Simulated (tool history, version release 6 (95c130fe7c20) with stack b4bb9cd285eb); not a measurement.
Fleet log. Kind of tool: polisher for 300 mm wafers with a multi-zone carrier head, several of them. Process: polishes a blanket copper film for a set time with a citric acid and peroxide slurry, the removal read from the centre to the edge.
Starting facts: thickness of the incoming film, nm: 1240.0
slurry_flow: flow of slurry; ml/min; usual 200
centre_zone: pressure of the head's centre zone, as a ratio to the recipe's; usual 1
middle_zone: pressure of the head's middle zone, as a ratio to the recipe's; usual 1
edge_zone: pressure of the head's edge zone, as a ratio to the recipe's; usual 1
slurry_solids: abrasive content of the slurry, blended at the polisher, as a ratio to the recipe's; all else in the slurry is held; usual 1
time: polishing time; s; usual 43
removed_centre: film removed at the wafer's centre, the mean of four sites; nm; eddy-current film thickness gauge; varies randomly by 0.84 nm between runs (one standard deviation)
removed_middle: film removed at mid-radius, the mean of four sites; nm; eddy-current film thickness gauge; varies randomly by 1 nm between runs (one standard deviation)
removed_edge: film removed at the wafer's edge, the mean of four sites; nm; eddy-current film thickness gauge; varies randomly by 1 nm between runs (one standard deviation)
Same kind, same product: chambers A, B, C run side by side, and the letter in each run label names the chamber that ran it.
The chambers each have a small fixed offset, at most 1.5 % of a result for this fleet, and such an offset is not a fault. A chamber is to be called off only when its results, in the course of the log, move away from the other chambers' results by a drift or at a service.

| run | hour | slurry_flow | centre_zone | middle_zone | edge_zone | slurry_solids | time | removed_centre | removed_middle | removed_edge |
|---|---|---|---|---|---|---|---|---|---|---|
| 1B | 5.3 | 200 | 1 | 1 | 1 | 1 | 43 | 75.573 | 76.737 | 76.316 |
|  | 12.2 | chamber B: worn pad replaced by a new one |
| 2C | 14.7 | 200 | 1 | 1 | 1 | 1 | 43 | 74.605 | 74.384 | 74.459 |
|  | 19.4 | chamber C: edge zone pressure recalibrated |
| 3A | 25.3 | 200 | 1 | 1 | 1 | 1 | 43 | 75.348 | 75.144 | 75.614 |
|  | 30 | chamber C: worn pad replaced by a new one |
| 4B | 34 | 200 | 1 | 1 | 1 | 1 | 43 | 75.497 | 74.72 | 76.568 |
| 5A | 40.7 | 230 | 1 | 1 | 1 | 1 | 31 | 54.803 | 56.024 | 55.162 |
| 6C | 50.1 | 230 | 1 | 1 | 1 | 1 | 31 | 55.333 | 54.199 | 55.715 |
|  | 57.6 | chamber A: slurry nozzle cleaned |
| 7B | 60.7 | 230 | 1 | 1 | 1 | 1 | 31 | 56.098 | 55.025 | 55.077 |
| 8C | 66.4 | 200 | 1 | 1 | 1 | 1 | 43 | 75.343 | 73.806 | 74.302 |
|  | 67.9 | chamber B: worn pad replaced by a new one |
| 9A | 74.2 | 200 | 1 | 0.94 | 1 | 1 | 43 | 75.507 | 72.046 | 75.587 |
| 10C | 84.4 | 200 | 1 | 0.94 | 1 | 1 | 43 | 74.293 | 71.367 | 75.395 |
| 11B | 94.7 | 200 | 1 | 0.94 | 1 | 1 | 43 | 77.242 | 71.297 | 75.611 |
| 12A | 101 | 200 | 1 | 1 | 1 | 1 | 43 | 76.182 | 74.845 | 74.475 |
|  | 104.5 | chamber C: worn pad replaced by a new one |
| 13C | 108.2 | 200 | 1 | 1 | 1 | 1 | 43 | 75.723 | 74.509 | 75.682 |
| 14A | 117.7 | 200 | 1 | 1 | 1 | 1 | 43 | 75.044 | 75.97 | 75.343 |
| 15B | 126.2 | 200 | 1 | 1 | 1 | 1 | 43 | 73.709 | 76.9 | 75.256 |
|  | 129.9 | chamber B: worn pad replaced by a new one |
| 16B | 134.4 | 200 | 1 | 1 | 1 | 1 | 43 | 74.876 | 75.566 | 75.224 |
| 17C | 141.4 | 200 | 1 | 1 | 1 | 1 | 43 | 75.004 | 73.639 | 75.578 |
| 18A | 148.8 | 200 | 1 | 1 | 1 | 1 | 43 | 73.464 | 73.605 | 75.291 |
| 19C | 158.9 | 200 | 1 | 1 | 1 | 1 | 43 | 74.519 | 72.882 | 75.586 |
| 20B | 167 | 135 | 1 | 1 | 1 | 1 | 43 | 69.345 | 69.409 | 72.152 |
| 21A | 173.9 | 135 | 1 | 1 | 1 | 1 | 43 | 66.659 | 68.198 | 71.669 |
|  | 175 | chamber A: centre zone pressure recalibrated |
| 22C | 179.9 | 135 | 1 | 1 | 1 | 1 | 43 | 69.099 | 68.091 | 69.833 |
|  | 181.3 | chamber C: worn pad replaced by a new one |
|  | 186.4 | chamber B: slurry nozzle cleaned |
| 23A | 189.8 | 200 | 1 | 1 | 1 | 1 | 43 | 71.954 | 72.78 | 74.127 |
|  | 190.8 | chamber B: worn pad replaced by a new one |
| 24B | 195.9 | 200 | 1 | 1 | 1 | 1 | 43 | 76.108 | 73.552 | 74.508 |
| 25C | 207.6 | 200 | 1.11 | 1 | 1 | 1 | 43 | 83.814 | 74.751 | 74.663 |
| 26A | 215.3 | 200 | 1.11 | 1 | 1 | 1 | 43 | 79.623 | 71.642 | 71.012 |
| 27B | 221 | 200 | 1.11 | 1 | 1 | 1 | 43 | 85.771 | 74.245 | 77.529 |
| 28A | 231.1 | 200 | 1 | 1 | 1 | 1 | 43 | 70.001 | 71.173 | 69.606 |
|  | 238 | chamber A: edge zone pressure recalibrated |
| 29C | 242.5 | 200 | 1 | 1 | 1 | 1 | 43 | 76.283 | 74.172 | 75.444 |
|  | 246.6 | chamber C: worn pad replaced by a new one |
|  | 249 | chamber B: worn pad replaced by a new one |
| 30B | 252.2 | 200 | 1 | 0.91 | 1 | 1 | 48 | 85.099 | 78.895 | 85.499 |
| 31A | 258.8 | 200 | 1 | 0.91 | 1 | 1 | 48 | 77.618 | 71.126 | 79.693 |
| 32C | 267.7 | 200 | 1 | 0.91 | 1 | 1 | 48 | 84.061 | 77.413 | 83.532 |
| 33B | 274.2 | 200 | 1 | 1 | 1 | 1 | 43 | 76.063 | 76.745 | 74.853 |
| 34C | 281.7 | 200 | 1 | 1 | 1 | 1 | 43 | 75.386 | 74.933 | 74.272 |
| 35B | 293.4 | 200 | 1 | 1 | 1 | 1 | 43 | 74.374 | 75.123 | 76.213 |

For the next run the whole fleet of 3 chambers uses the same settings. Give each chamber's results:
| 36A | 302 | 200 | 1 | 1 | 1 | 0.8 | 43 | ? | ? | ? |
| 36B | 302 | 200 | 1 | 1 | 1 | 0.8 | 43 | ? | ? | ? |
| 36C | 302 | 200 | 1 | 1 | 1 | 0.8 | 43 | ? | ? | ? |

| run | removed_centre | removed_middle | removed_edge |
|---|---|---|---|
| 36A | 65.075 | 63.94 | 66.586 |
| 36B | 72.194 | 71.58 | 71.397 |
| 36C | 72.924 | 71.396 | 71.749 |

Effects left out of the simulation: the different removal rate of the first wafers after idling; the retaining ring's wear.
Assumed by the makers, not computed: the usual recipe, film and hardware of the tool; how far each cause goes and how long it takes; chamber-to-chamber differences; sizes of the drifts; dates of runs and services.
